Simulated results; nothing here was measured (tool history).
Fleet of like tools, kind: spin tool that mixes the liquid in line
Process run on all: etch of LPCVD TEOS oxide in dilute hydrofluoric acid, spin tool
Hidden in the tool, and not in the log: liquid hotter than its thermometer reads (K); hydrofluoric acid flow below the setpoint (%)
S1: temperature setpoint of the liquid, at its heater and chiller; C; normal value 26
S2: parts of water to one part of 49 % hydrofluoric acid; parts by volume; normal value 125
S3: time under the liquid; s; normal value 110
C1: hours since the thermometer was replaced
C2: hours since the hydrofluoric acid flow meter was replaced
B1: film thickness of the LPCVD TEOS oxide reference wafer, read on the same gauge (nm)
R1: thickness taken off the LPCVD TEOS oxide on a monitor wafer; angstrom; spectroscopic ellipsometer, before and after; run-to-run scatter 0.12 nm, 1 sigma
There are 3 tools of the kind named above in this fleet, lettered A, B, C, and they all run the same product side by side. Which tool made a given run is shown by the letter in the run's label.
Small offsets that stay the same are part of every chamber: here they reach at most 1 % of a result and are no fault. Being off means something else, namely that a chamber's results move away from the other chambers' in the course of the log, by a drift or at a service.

Run 1B, hour 11: usual settings; C1 650.4; C2 825.4; B1 139.93. Result: R1 155.04 angstrom.
Run 2C, hour 21.9: usual settings; C1 264.1; C2 311.4; B1 140.05. Result: R1 154.97 angstrom.
Run 3A, hour 27.4: usual settings; C1 1057.1; C2 1614.1; B1 140. Result: R1 156.2 angstrom.
Run 4C, hour 33.2: usual settings; C1 275.4; C2 322.7; B1 140. Result: R1 157.66 angstrom.
Run 5B, hour 41.7: usual settings; C1 681.1; C2 856.1; B1 140.03. Result: R1 155.58 angstrom.
Run 6A, hour 47.5: usual settings; C1 1077.2; C2 1634.2; B1 140.04. Result: R1 154.86 angstrom.
Run 7B, hour 57.9: usual settings but S1 23.5 C, S2 95 parts by volume; C1 697.3; C2 872.3; B1 140.03. Result: R1 190.08 angstrom.
Run 8A, hour 70.1: usual settings but S1 23.5 C, S2 95 parts by volume; C1 1099.8; C2 1656.8; B1 139.97. Result: R1 192.58 angstrom.
Run 9C, hour 78: usual settings but S1 23.5 C, S2 95 parts by volume; C1 320.2; C2 367.5; B1 140.03. Result: R1 194.1 angstrom.
Run 10A, hour 90.1: usual settings but S2 180 parts by volume, S3 155 s; C1 1119.8; C2 1676.8; B1 140. Result: R1 143.15 angstrom.
Run 11C, hour 100.8: usual settings but S2 180 parts by volume, S3 155 s; C1 343; C2 390.3; B1 140.02. Result: R1 144.3 angstrom.
Run 12B, hour 110.5: usual settings but S2 180 parts by volume, S3 155 s; C1 749.9; C2 924.9; B1 139.95. Result: R1 143.74 angstrom.
Run 13C, hour 118.2: usual settings; C1 360.4; C2 407.7; B1 140. Result: R1 153.09 angstrom.
Run 14A, hour 123.9: usual settings; C1 1153.6; C2 1710.6; B1 139.99. Result: R1 159.57 angstrom.
Run 15B, hour 129.4: usual settings; C1 768.8; C2 943.8; B1 139.97. Result: R1 154 angstrom.
Run 16C, hour 139.6: usual settings; C1 381.8; C2 429.1; B1 139.98. Result: R1 154.7 angstrom.
Run 17B, hour 151.4: usual settings; C1 790.8; C2 965.8; B1 139.96. Result: R1 154.31 angstrom.
Run 18A, hour 163: usual settings but S1 24 C; C1 1192.7; C2 1749.7; B1 139.98. Result: R1 145.94 angstrom.
Run 19A, hour 171.2: usual settings but S1 24 C; C1 1200.9; C2 1757.9; B1 140.02. Result: R1 147.57 angstrom.
Run 20C, hour 179.6: usual settings but S1 24 C; C1 421.8; C2 469.1; B1 139.97. Result: R1 144.23 angstrom.
Run 21B, hour 186.2: usual settings but S1 27.5 C, S3 155 s; C1 825.6; C2 1000.6; B1 140.06. Result: R1 227.6 angstrom.
Run 22C, hour 197.2: usual settings but S1 27.5 C, S3 155 s; C1 439.4; C2 486.7; B1 139.97. Result: R1 230.93 angstrom.
Run 23B, hour 208.7: usual settings but S1 27.5 C, S3 155 s; C1 848.1; C2 1023.1; B1 140.03. Result: R1 233.05 angstrom.
Run 24A, hour 215.5: usual settings; C1 1245.2; C2 1802.2; B1 139.99. Result: R1 163.07 angstrom.
Run 25C, hour 226.6: usual settings but S2 185 parts by volume; C1 468.8; C2 516.1; B1 139.98. Result: R1 98.053 angstrom.
Run 26B, hour 232.6: usual settings but S2 185 parts by volume; C1 872; C2 1047; B1 140.02. Result: R1 97.282 angstrom.
Run 27A, hour 239.2: usual settings but S2 185 parts by volume; C1 1268.9; C2 1825.9; B1 140.05. Result: R1 102.99 angstrom.
Run 28A, hour 247.6: usual settings but S1 29 C; C1 1277.3; C2 1834.3; B1 140.02. Result: R1 179.78 angstrom.
Run 29B, hour 254.4: usual settings but S1 29 C; C1 893.8; C2 1068.8; B1 140. Result: R1 172.83 angstrom.
Run 30C, hour 262.5: usual settings but S1 29 C; C1 504.7; C2 552; B1 140.01. Result: R1 173.24 angstrom.
Run 31C, hour 270.3: usual settings; C1 512.5; C2 559.8; B1 140. Result: R1 154.49 angstrom.
Run 32A, hour 280.2: usual settings; C1 1309.9; C2 1866.9; B1 140.01. Result: R1 164.89 angstrom.
Run 33B, hour 292.2: usual settings; C1 931.6; C2 1106.6; B1 139.99. Result: R1 155.09 angstrom.
Run 34C, hour 302.5: usual settings; C1 544.7; C2 592; B1 139.96. Result: R1 155.68 angstrom.
Run 35A, hour 312.8: usual settings; C1 1342.5; C2 1899.5; B1 140. Result: R1 164.36 angstrom.
Run 36B, hour 321.7: usual settings; C1 961.1; C2 1136.1; B1 139.98. Result: R1 156.99 angstrom.
Run 37B, hour 331: usual settings; C1 970.4; C2 1145.4; B1 139.97. Result: R1 154.42 angstrom.
Run 38C, hour 339.7: usual settings; C1 581.9; C2 629.2; B1 139.97. Result: R1 153.79 angstrom.
Run 39A, hour 351.8: usual settings; C1 1381.5; C2 1938.5; B1 140.04. Result: R1 165.22 angstrom.
Run 40B, hour 363.9: usual settings; C1 1003.3; C2 1178.3; B1 140.03. Result: R1 154.72 angstrom.
Run 41A, hour 371.9: usual settings; C1 1401.6; C2 1958.6; B1 139.99. Result: R1 167.37 angstrom.

Is one chamber off against the others, does the gauge drift, or is nothing wrong? If a chamber is off, say which, and what the likeliest cause is.

Little by little, chamber A moves away from the other chambers.
What lies behind it: liquid hotter than its thermometer reads (K) = 1.83.
With only this log, it may be confused with: hydrofluoric acid flow above the setpoint (%).

Which of the 4 candidates below, each the usual settings with something changed and its results left as question marks, puts chamber A back in line with what the other chambers give on the usual settings?
To be in line, a result may differ from the other chambers' mean on the usual settings by at most: R1 4.2 angstrom
Run 42A-1, hour 380.8: usual settings but S3 95 s. Result: R1 ?.
Run 42A-2, hour 380.8: usual settings but S1 24 C. Result: R1 ?.
Run 42A-3, hour 380.8: usual settings but S1 28 C. Result: R1 ?.
Run 42A-4, hour 380.8: usual settings but S1 30 C. Result: R1 ?.

Mean of the other chambers on the usual settings: R1 154.82 angstrom
  run      R1
42A-1  143.36
42A-2  153.83
42A-3  178.85
42A-4  192.43
The right change is 42A-2: it brings the chamber back within the allowed miss of the others.

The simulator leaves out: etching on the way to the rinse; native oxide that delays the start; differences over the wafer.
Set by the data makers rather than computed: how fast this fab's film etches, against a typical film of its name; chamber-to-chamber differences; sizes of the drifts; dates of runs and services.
